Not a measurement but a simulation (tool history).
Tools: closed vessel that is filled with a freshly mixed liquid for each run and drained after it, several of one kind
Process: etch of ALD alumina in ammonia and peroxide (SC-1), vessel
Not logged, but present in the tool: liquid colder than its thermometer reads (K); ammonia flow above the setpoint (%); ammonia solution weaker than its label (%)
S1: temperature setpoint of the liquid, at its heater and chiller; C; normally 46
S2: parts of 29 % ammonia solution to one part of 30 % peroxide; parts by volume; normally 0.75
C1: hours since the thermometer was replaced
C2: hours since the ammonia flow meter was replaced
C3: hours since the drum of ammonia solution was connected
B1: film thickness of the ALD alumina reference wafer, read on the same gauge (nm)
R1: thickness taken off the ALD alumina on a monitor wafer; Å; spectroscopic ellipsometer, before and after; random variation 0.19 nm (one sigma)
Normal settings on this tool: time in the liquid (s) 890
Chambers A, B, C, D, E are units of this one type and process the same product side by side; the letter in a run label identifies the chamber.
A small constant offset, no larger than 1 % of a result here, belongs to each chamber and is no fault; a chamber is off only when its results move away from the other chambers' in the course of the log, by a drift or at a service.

run 1E hour=6 | S1=46 S2=0.75 time_in_the_liquid_(s)=890 | C1=776.6 C2=789.8 C3=486.8 | B1=99.988 | R1=212.83
run 2C hour=11.9 | S1=46 S2=0.75 time_in_the_liquid_(s)=890 | C1=2227.6 C2=506 C3=336.1 | B1=100.03 | R1=215.34
run 3B hour=15.2 | S1=46 S2=0.75 time_in_the_liquid_(s)=890 | C1=667.6 C2=1821.8 C3=113.8 | B1=99.974 | R1=216.99
-- hour=17.9 chamber D: new drum of ammonia solution connected
run 4D hour=19.4 | S1=46 S2=0.75 time_in_the_liquid_(s)=890 | C1=54.3 C2=941.6 C3=1.5 | B1=100 | R1=212.7
run 5A hour=23.2 | S1=46 S2=0.75 time_in_the_liquid_(s)=890 | C1=891 C2=748.9 C3=147.4 | B1=100.02 | R1=212.17
run 6C hour=27 | S1=46 S2=0.75 time_in_the_liquid_(s)=890 | C1=2242.7 C2=521.1 C3=351.2 | B1=100.04 | R1=211.58
run 7E hour=31.2 | S1=46 S2=0.75 time_in_the_liquid_(s)=890 | C1=801.8 C2=815 C3=512 | B1=99.997 | R1=212.4
run 8A hour=37.4 | S1=46 S2=0.75 time_in_the_liquid_(s)=890 | C1=905.2 C2=763.1 C3=161.6 | B1=100 | R1=210.02
run 9B hour=42.7 | S1=46 S2=0.75 time_in_the_liquid_(s)=890 | C1=695.1 C2=1849.3 C3=141.3 | B1=99.958 | R1=216.06
run 10D hour=46.4 | S1=39 S2=0.75 time_in_the_liquid_(s)=380 | C1=81.3 C2=968.6 C3=28.5 | B1=99.995 | R1=60.563
run 11A hour=52.1 | S1=39 S2=0.75 time_in_the_liquid_(s)=380 | C1=919.9 C2=777.8 C3=176.3 | B1=99.972 | R1=60.702
run 12B hour=57.1 | S1=39 S2=0.75 time_in_the_liquid_(s)=380 | C1=709.5 C2=1863.7 C3=155.7 | B1=100.02 | R1=61.789
run 13D hour=62.2 | S1=39 S2=0.75 time_in_the_liquid_(s)=380 | C1=97.1 C2=984.4 C3=44.3 | B1=99.955 | R1=60.503
run 14C hour=65.7 | S1=39 S2=0.75 time_in_the_liquid_(s)=380 | C1=2281.4 C2=559.8 C3=389.9 | B1=99.955 | R1=60.938
run 15E hour=71.9 | S1=46 S2=0.75 time_in_the_liquid_(s)=890 | C1=842.5 C2=855.7 C3=552.7 | B1=100.02 | R1=215.27
run 16D hour=76.4 | S1=46 S2=0.75 time_in_the_liquid_(s)=890 | C1=111.3 C2=998.6 C3=58.5 | B1=100 | R1=214.62
-- hour=81.6 chamber E: ammonia flow meter replaced
run 17A hour=82.1 | S1=46 S2=0.75 time_in_the_liquid_(s)=890 | C1=949.9 C2=807.8 C3=206.3 | B1=99.991 | R1=218
run 18E hour=86.5 | S1=46 S2=0.75 time_in_the_liquid_(s)=890 | C1=857.1 C2=5 C3=567.3 | B1=99.967 | R1=212.4
run 19C hour=90.1 | S1=46 S2=0.75 time_in_the_liquid_(s)=890 | C1=2305.8 C2=584.2 C3=414.3 | B1=100 | R1=212.75
run 20B hour=96.4 | S1=46 S2=0.75 time_in_the_liquid_(s)=890 | C1=748.8 C2=1903 C3=195 | B1=100.01 | R1=220.6
run 21D hour=100.9 | S1=46 S2=0.75 time_in_the_liquid_(s)=890 | C1=135.8 C2=1023.1 C3=83 | B1=99.995 | R1=215.88
run 22C hour=104.7 | S1=46 S2=0.75 time_in_the_liquid_(s)=890 | C1=2320.4 C2=598.8 C3=428.9 | B1=100.03 | R1=216.1
run 23E hour=110.8 | S1=46 S2=0.75 time_in_the_liquid_(s)=890 | C1=881.4 C2=29.3 C3=591.6 | B1=99.998 | R1=217.78
run 24A hour=116.2 | S1=46 S2=0.75 time_in_the_liquid_(s)=890 | C1=984 C2=841.9 C3=240.4 | B1=100.01 | R1=214.56
run 25B hour=120.2 | S1=46 S2=0.75 time_in_the_liquid_(s)=890 | C1=772.6 C2=1926.8 C3=218.8 | B1=100.06 | R1=219.05
run 26D hour=126.1 | S1=46 S2=0.75 time_in_the_liquid_(s)=890 | C1=161 C2=1048.3 C3=108.2 | B1=99.974 | R1=212.9
run 27A hour=129.3 | S1=40 S2=1.05 time_in_the_liquid_(s)=890 | C1=997.1 C2=855 C3=253.5 | B1=99.978 | R1=156.97
run 28C hour=135.4 | S1=40 S2=1.05 time_in_the_liquid_(s)=890 | C1=2351.1 C2=629.5 C3=459.6 | B1=99.975 | R1=156.89
run 29E hour=138.3 | S1=40 S2=1.05 time_in_the_liquid_(s)=890 | C1=908.9 C2=56.8 C3=619.1 | B1=100.01 | R1=156.63
run 30B hour=143.3 | S1=40 S2=1.05 time_in_the_liquid_(s)=890 | C1=795.7 C2=1949.9 C3=241.9 | B1=99.962 | R1=155.97
run 31C hour=146.2 | S1=40 S2=1.05 time_in_the_liquid_(s)=890 | C1=2361.9 C2=640.3 C3=470.4 | B1=100.01 | R1=156.85
run 32A hour=152.4 | S1=46 S2=0.75 time_in_the_liquid_(s)=890 | C1=1020.2 C2=878.1 C3=276.6 | B1=99.985 | R1=213.13

What goes on in this fleet: one chamber off, a drifting gauge, or nothing beyond the chambers' own small offsets? Name the chamber and the cause, if any.

Nothing is wrong: each chamber keeps only its own small, steady offset and the gauge holds still.
